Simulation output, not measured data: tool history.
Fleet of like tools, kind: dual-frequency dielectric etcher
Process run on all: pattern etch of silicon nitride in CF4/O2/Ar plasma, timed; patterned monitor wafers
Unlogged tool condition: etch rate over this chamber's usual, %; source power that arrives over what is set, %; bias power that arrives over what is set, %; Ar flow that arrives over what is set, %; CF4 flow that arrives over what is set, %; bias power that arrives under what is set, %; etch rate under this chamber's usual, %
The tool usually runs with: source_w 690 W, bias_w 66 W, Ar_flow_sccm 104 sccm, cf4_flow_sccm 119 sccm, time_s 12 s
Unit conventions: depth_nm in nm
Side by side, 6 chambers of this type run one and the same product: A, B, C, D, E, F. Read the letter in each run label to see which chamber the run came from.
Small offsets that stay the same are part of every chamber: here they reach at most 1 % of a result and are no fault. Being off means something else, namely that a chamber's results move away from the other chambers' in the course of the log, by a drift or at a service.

| run | hour | source_w | bias_w | Ar_flow_sccm | cf4_flow_sccm | time_s | hours since the last wet clean | hours since the last source power generator calibration | hours since the last bias power generator calibration | hours since the last Ar flow controller change | hours since the last CF4 flow controller change | read-back reference wafer on the same gauge, depth_nm | depth_nm |
|---|---|---|---|---|---|---|---|---|---|---|---|---|---|
| 1D | 6.7 | 690 | 66 | 104 | 119 | 12 | 337.3 | 211.1 | 2818.8 | 2308.7 | 2247.4 | 28.912 | 33.866 |
| 2F | 12 | 690 | 66 | 104 | 119 | 12 | 416.9 | 520.2 | 2475.9 | 1602.4 | 3417 | 28.919 | 34.337 |
| 3C | 16.8 | 690 | 66 | 104 | 119 | 12 | 346.6 | 379.7 | 1037.6 | 3635.1 | 200.2 | 28.871 | 33.62 |
|  | 17 | chamber B: wet clean of the chamber |
| 4E | 23.2 | 690 | 66 | 104 | 119 | 12 | 313.1 | 1968.6 | 171.2 | 32.8 | 2027.3 | 28.915 | 34.063 |
| 5B | 28.2 | 690 | 66 | 104 | 119 | 12 | 11.3 | 913.7 | 274.6 | 1966.8 | 3869.7 | 28.893 | 34.16 |
| 6A | 32.1 | 690 | 66 | 104 | 119 | 12 | 153 | 2213.7 | 533.2 | 4415.4 | 960.2 | 28.899 | 34.196 |
| 7A | 36.3 | 690 | 66 | 104 | 119 | 12 | 157.2 | 2217.9 | 537.4 | 4419.6 | 964.4 | 28.873 | 34.16 |
|  | 42.9 | chamber D: wet clean of the chamber |
| 8C | 43.2 | 690 | 66 | 104 | 119 | 12 | 373 | 406.1 | 1064 | 3661.5 | 226.6 | 28.893 | 33.549 |
| 9F | 47.8 | 690 | 66 | 104 | 119 | 12 | 452.7 | 556 | 2511.7 | 1638.2 | 3452.8 | 28.904 | 33.939 |
|  | 49.2 | chamber F: wet clean of the chamber |
| 10D | 51.6 | 690 | 77 | 104 | 119 | 15 | 8.7 | 256 | 2863.7 | 2353.6 | 2292.3 | 28.911 | 44.808 |
|  | 52.6 | chamber C: wet clean of the chamber |
| 11B | 57.3 | 690 | 77 | 104 | 119 | 15 | 40.4 | 942.8 | 303.7 | 1995.9 | 3898.8 | 28.899 | 44.96 |
| 12E | 62.1 | 690 | 77 | 104 | 119 | 15 | 352 | 2007.5 | 210.1 | 71.7 | 2066.2 | 28.868 | 44.99 |
| 13A | 68.5 | 690 | 77 | 104 | 119 | 15 | 189.4 | 2250.1 | 569.6 | 4451.8 | 996.6 | 28.903 | 45.489 |
| 14D | 74 | 690 | 77 | 104 | 119 | 15 | 31.1 | 278.4 | 2886.1 | 2376 | 2314.7 | 28.902 | 45.276 |
| 15C | 81.1 | 690 | 77 | 104 | 119 | 15 | 28.5 | 444 | 1101.9 | 3699.4 | 264.5 | 28.873 | 45.129 |
| 16F | 84.9 | 690 | 66 | 104 | 119 | 12 | 35.7 | 593.1 | 2548.8 | 1675.3 | 3489.9 | 28.897 | 34.189 |
|  | 89.2 | chamber A: Ar flow controller replaced |
| 17E | 90.7 | 690 | 66 | 104 | 119 | 12 | 380.6 | 2036.1 | 238.7 | 100.3 | 2094.8 | 28.906 | 34.098 |
| 18B | 94.6 | 690 | 66 | 104 | 119 | 12 | 77.7 | 980.1 | 341 | 2033.2 | 3936.1 | 28.877 | 34.104 |
| 19B | 100 | 690 | 66 | 104 | 119 | 12 | 83.1 | 985.5 | 346.4 | 2038.6 | 3941.5 | 28.864 | 33.727 |
|  | 102.4 | chamber B: Ar flow controller replaced |
| 20A | 104.7 | 690 | 66 | 104 | 119 | 12 | 225.6 | 2286.3 | 605.8 | 15.5 | 1032.8 | 28.878 | 34.812 |
|  | 105.6 | chamber C: Ar flow controller replaced |
| 21F | 109.2 | 690 | 66 | 104 | 119 | 12 | 60 | 617.4 | 2573.1 | 1699.6 | 3514.2 | 28.913 | 34.095 |
| 22C | 115.9 | 690 | 66 | 104 | 119 | 13 | 63.3 | 478.8 | 1136.7 | 10.4 | 299.3 | 28.904 | 36.5 |
| 23E | 121.9 | 690 | 66 | 104 | 119 | 13 | 411.8 | 2067.3 | 269.9 | 131.5 | 2126 | 28.889 | 36.988 |
| 24D | 127.4 | 690 | 66 | 104 | 119 | 13 | 84.5 | 331.8 | 2939.5 | 2429.4 | 2368.1 | 28.888 | 36.608 |
| 25C | 132.4 | 690 | 66 | 104 | 119 | 13 | 79.8 | 495.3 | 1153.2 | 26.9 | 315.8 | 28.901 | 36.489 |
| 26D | 138.3 | 690 | 66 | 104 | 119 | 13 | 95.4 | 342.7 | 2950.4 | 2440.3 | 2379 | 28.903 | 36.536 |
| 27B | 143.3 | 690 | 66 | 104 | 119 | 13 | 126.4 | 1028.8 | 389.7 | 41 | 3984.8 | 28.905 | 36.892 |
| 28F | 147.3 | 690 | 66 | 104 | 119 | 12 | 98.1 | 655.5 | 2611.2 | 1737.7 | 3552.3 | 28.899 | 34.094 |
| 29E | 153.9 | 690 | 66 | 104 | 119 | 12 | 443.8 | 2099.3 | 301.9 | 163.5 | 2158 | 28.916 | 33.973 |
| 30A | 159.2 | 690 | 80 | 104 | 119 | 12 | 280.1 | 2340.8 | 660.3 | 70 | 1087.3 | 28.913 | 37.694 |
| 31D | 163.6 | 690 | 80 | 104 | 119 | 12 | 120.7 | 368 | 2975.7 | 2465.6 | 2404.3 | 28.895 | 36.665 |
| 32C | 167.8 | 690 | 80 | 104 | 119 | 12 | 115.2 | 530.7 | 1188.6 | 62.3 | 351.2 | 28.898 | 36.39 |
| 33B | 172.5 | 690 | 80 | 104 | 119 | 12 | 155.6 | 1058 | 418.9 | 70.2 | 4014 | 28.898 | 36.55 |
| 34E | 176.3 | 690 | 80 | 104 | 119 | 12 | 466.2 | 2121.7 | 324.3 | 185.9 | 2180.4 | 28.878 | 36.907 |
| 35F | 181 | 690 | 80 | 104 | 119 | 12 | 131.8 | 689.2 | 2644.9 | 1771.4 | 3586 | 28.884 | 36.818 |
| 36A | 185.3 | 690 | 66 | 104 | 119 | 12 | 306.2 | 2366.9 | 686.4 | 96.1 | 1113.4 | 28.919 | 35.456 |
| 37F | 192.9 | 690 | 66 | 104 | 119 | 12 | 143.7 | 701.1 | 2656.8 | 1783.3 | 3597.9 | 28.901 | 34.042 |
| 38B | 198.5 | 690 | 66 | 104 | 119 | 12 | 181.6 | 1084 | 444.9 | 96.2 | 4040 | 28.912 | 33.816 |

All 6 chambers run these settings next. Forecast each chamber's results:
| 39A | 204 | 840 | 66 | 104 | 119 | 12 |  |  |  |  |  |  | ? |
| 39B | 204 | 840 | 66 | 104 | 119 | 12 |  |  |  |  |  |  | ? |
| 39C | 204 | 840 | 66 | 104 | 119 | 12 |  |  |  |  |  |  | ? |
| 39D | 204 | 840 | 66 | 104 | 119 | 12 |  |  |  |  |  |  | ? |
| 39E | 204 | 840 | 66 | 104 | 119 | 12 |  |  |  |  |  |  | ? |
| 39F | 204 | 840 | 66 | 104 | 119 | 12 |  |  |  |  |  |  | ? |

| run | depth_nm |
|---|---|
| 39A | 41.994 |
| 39B | 40.191 |
| 39C | 40.371 |
| 39D | 40.29 |
| 39E | 40.39 |
| 39F | 40.393 |
